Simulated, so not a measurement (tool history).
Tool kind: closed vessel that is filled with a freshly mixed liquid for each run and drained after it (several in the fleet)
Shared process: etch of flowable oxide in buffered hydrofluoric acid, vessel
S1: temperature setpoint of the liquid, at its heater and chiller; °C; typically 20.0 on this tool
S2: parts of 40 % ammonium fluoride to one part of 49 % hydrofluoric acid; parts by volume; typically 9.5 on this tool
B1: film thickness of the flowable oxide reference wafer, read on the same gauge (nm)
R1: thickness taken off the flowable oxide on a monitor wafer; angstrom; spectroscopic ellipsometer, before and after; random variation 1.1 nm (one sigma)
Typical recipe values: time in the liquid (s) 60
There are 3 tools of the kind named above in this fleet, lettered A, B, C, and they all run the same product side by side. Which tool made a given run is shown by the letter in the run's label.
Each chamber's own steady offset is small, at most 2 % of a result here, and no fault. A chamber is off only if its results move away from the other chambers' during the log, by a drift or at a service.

{"run": "1C", "hour": 8.9, "S1": 20.0, "S2": 9.5, "time in the liquid (s)": 60, "B1": 140.02, "R1": 2315.1}
{"hour": 14.7, "done": "chamber A: thermometer replaced"}
{"run": "2A", "hour": 20.5, "S1": 20.0, "S2": 9.5, "time in the liquid (s)": 60, "B1": 139.98, "R1": 2343.8}
{"run": "3B", "hour": 29.6, "S1": 20.0, "S2": 9.5, "time in the liquid (s)": 60, "B1": 139.95, "R1": 2265.7}
{"run": "4B", "hour": 41.8, "S1": 20.0, "S2": 9.5, "time in the liquid (s)": 60, "B1": 140.0, "R1": 2281.7}
{"run": "5A", "hour": 51.0, "S1": 18.5, "S2": 9.5, "time in the liquid (s)": 85, "B1": 140.0, "R1": 3047.6}
{"run": "6C", "hour": 63.3, "S1": 18.5, "S2": 9.5, "time in the liquid (s)": 85, "B1": 139.94, "R1": 3009.7}
{"run": "7A", "hour": 75.5, "S1": 18.5, "S2": 9.5, "time in the liquid (s)": 85, "B1": 139.99, "R1": 3025.3}
{"run": "8C", "hour": 82.0, "S1": 20.0, "S2": 8.0, "time in the liquid (s)": 60, "B1": 140.0, "R1": 2715.7}
{"run": "9B", "hour": 89.7, "S1": 20.0, "S2": 8.0, "time in the liquid (s)": 60, "B1": 139.96, "R1": 2679.1}
{"run": "10C", "hour": 96.0, "S1": 20.0, "S2": 8.0, "time in the liquid (s)": 60, "B1": 140.05, "R1": 2712.2}
{"run": "11B", "hour": 107.5, "S1": 20.0, "S2": 9.5, "time in the liquid (s)": 60, "B1": 140.03, "R1": 2278.9}
{"hour": 112.9, "done": "chamber B: thermometer replaced"}
{"hour": 114.5, "done": "chamber A: hydrofluoric acid flow meter replaced"}
{"run": "12A", "hour": 117.6, "S1": 20.0, "S2": 9.5, "time in the liquid (s)": 60, "B1": 139.97, "R1": 2330.4}
{"run": "13B", "hour": 125.9, "S1": 20.0, "S2": 9.5, "time in the liquid (s)": 60, "B1": 140.02, "R1": 2273.9}
{"run": "14C", "hour": 133.2, "S1": 20.0, "S2": 9.5, "time in the liquid (s)": 60, "B1": 139.98, "R1": 2312.6}
{"run": "15A", "hour": 143.1, "S1": 20.0, "S2": 9.5, "time in the liquid (s)": 60, "B1": 139.98, "R1": 2355.4}
{"run": "16C", "hour": 154.2, "S1": 20.0, "S2": 9.5, "time in the liquid (s)": 60, "B1": 140.0, "R1": 2306.9}
{"run": "17A", "hour": 165.5, "S1": 20.0, "S2": 9.5, "time in the liquid (s)": 60, "B1": 139.97, "R1": 2331.8}
{"run": "18B", "hour": 177.9, "S1": 20.0, "S2": 13.5, "time in the liquid (s)": 80, "B1": 140.0, "R1": 2245.6}
{"run": "19A", "hour": 188.1, "S1": 20.0, "S2": 13.5, "time in the liquid (s)": 80, "B1": 139.98, "R1": 2241.2}
{"run": "20C", "hour": 195.8, "S1": 20.0, "S2": 13.5, "time in the liquid (s)": 80, "B1": 140.0, "R1": 2235.2}
{"run": "21B", "hour": 202.4, "S1": 23.5, "S2": 12.0, "time in the liquid (s)": 60, "B1": 140.02, "R1": 2284.6}
{"run": "22B", "hour": 214.8, "S1": 23.5, "S2": 12.0, "time in the liquid (s)": 60, "B1": 139.98, "R1": 2301.9}
{"run": "23A", "hour": 225.5, "S1": 23.5, "S2": 12.0, "time in the liquid (s)": 60, "B1": 139.98, "R1": 2285.6}
{"run": "24C", "hour": 235.9, "S1": 20.0, "S2": 9.5, "time in the liquid (s)": 60, "B1": 140.01, "R1": 2315.7}
{"run": "25A", "hour": 245.2, "S1": 20.0, "S2": 9.5, "time in the liquid (s)": 60, "B1": 139.99, "R1": 2326.4}
{"run": "26B", "hour": 252.8, "S1": 20.0, "S2": 13.0, "time in the liquid (s)": 70, "B1": 139.98, "R1": 2106.4}
{"run": "27C", "hour": 261.4, "S1": 20.0, "S2": 13.0, "time in the liquid (s)": 70, "B1": 139.97, "R1": 2025.4}
{"run": "28B", "hour": 267.6, "S1": 20.0, "S2": 13.0, "time in the liquid (s)": 70, "B1": 139.94, "R1": 2096.9}
{"run": "29C", "hour": 279.3, "S1": 20.0, "S2": 9.5, "time in the liquid (s)": 60, "B1": 140.02, "R1": 2330.7}
{"run": "30A", "hour": 288.7, "S1": 20.0, "S2": 9.5, "time in the liquid (s)": 60, "B1": 140.0, "R1": 2328.5}
{"run": "31C", "hour": 298.8, "S1": 20.0, "S2": 9.5, "time in the liquid (s)": 45, "B1": 139.98, "R1": 1738.6}
{"run": "32A", "hour": 306.2, "S1": 20.0, "S2": 9.5, "time in the liquid (s)": 45, "B1": 140.03, "R1": 1737.1}
{"run": "33B", "hour": 316.4, "S1": 20.0, "S2": 9.5, "time in the liquid (s)": 45, "B1": 139.96, "R1": 1783.0}
{"run": "34B", "hour": 327.6, "S1": 20.0, "S2": 9.5, "time in the liquid (s)": 60, "B1": 140.0, "R1": 2392.6}
{"run": "35C", "hour": 336.0, "S1": 20.0, "S2": 9.5, "time in the liquid (s)": 60, "B1": 140.04, "R1": 2309.0}
{"run": "36A", "hour": 348.2, "S1": 17.0, "S2": 9.5, "time in the liquid (s)": 50, "B1": 139.99, "R1": 1626.4}
{"run": "37B", "hour": 358.8, "S1": 17.0, "S2": 9.5, "time in the liquid (s)": 50, "B1": 139.98, "R1": 1708.4}
{"run": "38A", "hour": 368.8, "S1": 17.0, "S2": 9.5, "time in the liquid (s)": 50, "B1": 139.97, "R1": 1625.7}
{"run": "39C", "hour": 378.3, "S1": 20.0, "S2": 9.5, "time in the liquid (s)": 60, "B1": 140.02, "R1": 2325.8}
{"run": "40A", "hour": 386.0, "S1": 20.0, "S2": 9.5, "time in the liquid (s)": 60, "B1": 140.0, "R1": 2348.1}

Read the log: is a single chamber off, either drifting away or since a service, is the gauge that measures every chamber drifting, or is nothing wrong beyond small per-chamber offsets? Name any odd chamber and what most likely caused it.

One chamber, B, drifts off from the rest bit by bit.
Most likely cause: hydrofluoric acid flow above the setpoint (%) = 9.22.
The log might look much the same if the cause were instead: liquid hotter than its thermometer reads (K).

Chamber B could run next with any of the 4 candidate recipes listed below; each alters the usual settings, and their results appear as question marks. Which one brings its results back in line with what the other chambers deliver on the usual settings?
Counts as in line when no further than this from what the other chambers average on the usual settings: R1 39.0 angstrom
{"run": "41B-1", "hour": 395.1, "S1": 19.5, "S2": 9.5, "time in the liquid (s)": 60, "R1": "?"}
{"run": "41B-2", "hour": 395.1, "S1": 19.0, "S2": 9.5, "time in the liquid (s)": 60, "R1": "?"}
{"run": "41B-3", "hour": 395.1, "S1": 20.0, "S2": 9.0, "time in the liquid (s)": 60, "R1": "?"}
{"run": "41B-4", "hour": 395.1, "S1": 20.5, "S2": 9.5, "time in the liquid (s)": 60, "R1": "?"}

Average result of the remaining chambers running the usual settings: R1 2321.4 angstrom
run=41B-1 R1=2378.1
run=41B-2 R1=2313.5
run=41B-3 R1=2593.3
run=41B-4 R1=2515.0
41B-2 is the one that brings the chamber's results back in line with the other chambers.
